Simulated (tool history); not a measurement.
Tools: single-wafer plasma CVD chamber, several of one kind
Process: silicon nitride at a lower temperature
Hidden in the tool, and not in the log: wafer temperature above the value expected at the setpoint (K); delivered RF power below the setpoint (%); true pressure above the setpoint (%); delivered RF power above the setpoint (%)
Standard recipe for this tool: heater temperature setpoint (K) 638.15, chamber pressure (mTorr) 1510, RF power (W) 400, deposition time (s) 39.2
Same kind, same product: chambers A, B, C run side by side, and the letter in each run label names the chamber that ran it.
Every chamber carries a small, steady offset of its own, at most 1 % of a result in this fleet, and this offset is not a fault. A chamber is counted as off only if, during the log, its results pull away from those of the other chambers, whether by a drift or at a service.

run	day	heater temperature setpoint (K)	chamber pressure (mTorr)	RF power (W)	deposition time (s)	hours since the last thermocouple change	hours since the last RF generator calibration	hours since the last manometer calibration	read-back reference wafer on the same gauge, thickness_nm	mean film thickness on the monitor wafer (angstrom)
1A	0.438	638.15	1510	400	39.2	1779.9	977.7	890.0	60.614	540.88
2C	1.000	638.15	1510	400	39.2	923.0	2458.2	1265.5	60.644	539.23
3B	1.283	638.15	1510	400	39.2	506.0	1492.6	516.1	60.654	544.12
4C	1.804	638.15	1510	400	39.2	942.3	2477.5	1284.8	60.658	538.75
5A	2.083	638.15	1510	400	39.2	1819.4	1017.2	929.5	60.642	537.74
# day 2.117: chamber C: RF generator calibrated
6B	2.383	638.15	1510	400	39.2	532.4	1519.0	542.5	60.701	543.99
7B	2.708	638.15	1510	400	39.2	540.2	1526.8	550.3	60.717	542.52
8C	2.967	638.15	1510	400	45.1	970.2	20.5	1312.7	60.699	620.98
9A	3.442	638.15	1510	400	45.1	1852.0	1049.8	962.1	60.699	621.56
10A	3.733	638.15	1510	400	45.1	1859.0	1056.8	969.1	60.713	620.62
11B	4.200	638.15	1510	400	39.2	576.0	1562.6	586.1	60.750	544.01
12C	4.733	638.15	1510	400	39.2	1012.6	62.9	1355.1	60.765	540.70
13A	5.304	638.15	1510	400	39.2	1896.7	1094.5	1006.8	60.767	539.54
14C	5.871	638.15	1510	400	39.2	1039.9	90.2	1382.4	60.801	542.47
15B	6.446	638.15	1510	400	39.2	629.9	1616.5	640.0	60.810	544.61
16A	6.875	638.15	1510	400	39.2	1934.4	1132.2	1044.5	60.821	541.86
17B	7.250	638.15	1510	400	39.2	649.2	1635.8	659.3	60.839	545.14
18C	7.721	627.15	1510	400	42.3	1084.3	134.6	1426.8	60.887	586.29
19A	8.029	627.15	1510	400	42.3	1962.1	1159.9	1072.2	60.876	585.50
20B	8.362	627.15	1510	400	42.3	675.9	1662.5	686.0	60.885	590.22
21C	8.708	638.15	1510	400	39.2	1108.0	158.3	1450.5	60.908	540.75
22C	9.058	638.15	1510	400	39.2	1116.4	166.7	1458.9	60.874	541.03
23B	9.617	638.15	1510	400	39.2	706.0	1692.6	716.1	60.938	546.26
24A	9.988	638.15	1510	400	39.2	2009.1	1206.9	1119.2	60.921	541.81
25A	10.454	638.15	1510	400	39.2	2020.3	1218.1	1130.4	60.970	541.61
26C	10.975	638.15	1510	400	39.2	1162.4	212.7	1504.9	60.964	542.86
27B	11.346	638.15	1680	400	43.7	747.5	1734.1	757.6	60.983	627.43
28C	11.604	638.15	1680	400	43.7	1177.5	227.8	1520.0	60.979	624.91

Decide between three cases: one chamber stands off from its peers, the gauge reading all wafers drifts, or nothing is wrong past each chamber's small offset. Where a chamber is off, say which and what most likely put it there.

It is the gauge, not a chamber: its drift shows up in every chamber's results at once, and no chamber is off.
Most likely cause: gauge reads high (%) = 0.657.

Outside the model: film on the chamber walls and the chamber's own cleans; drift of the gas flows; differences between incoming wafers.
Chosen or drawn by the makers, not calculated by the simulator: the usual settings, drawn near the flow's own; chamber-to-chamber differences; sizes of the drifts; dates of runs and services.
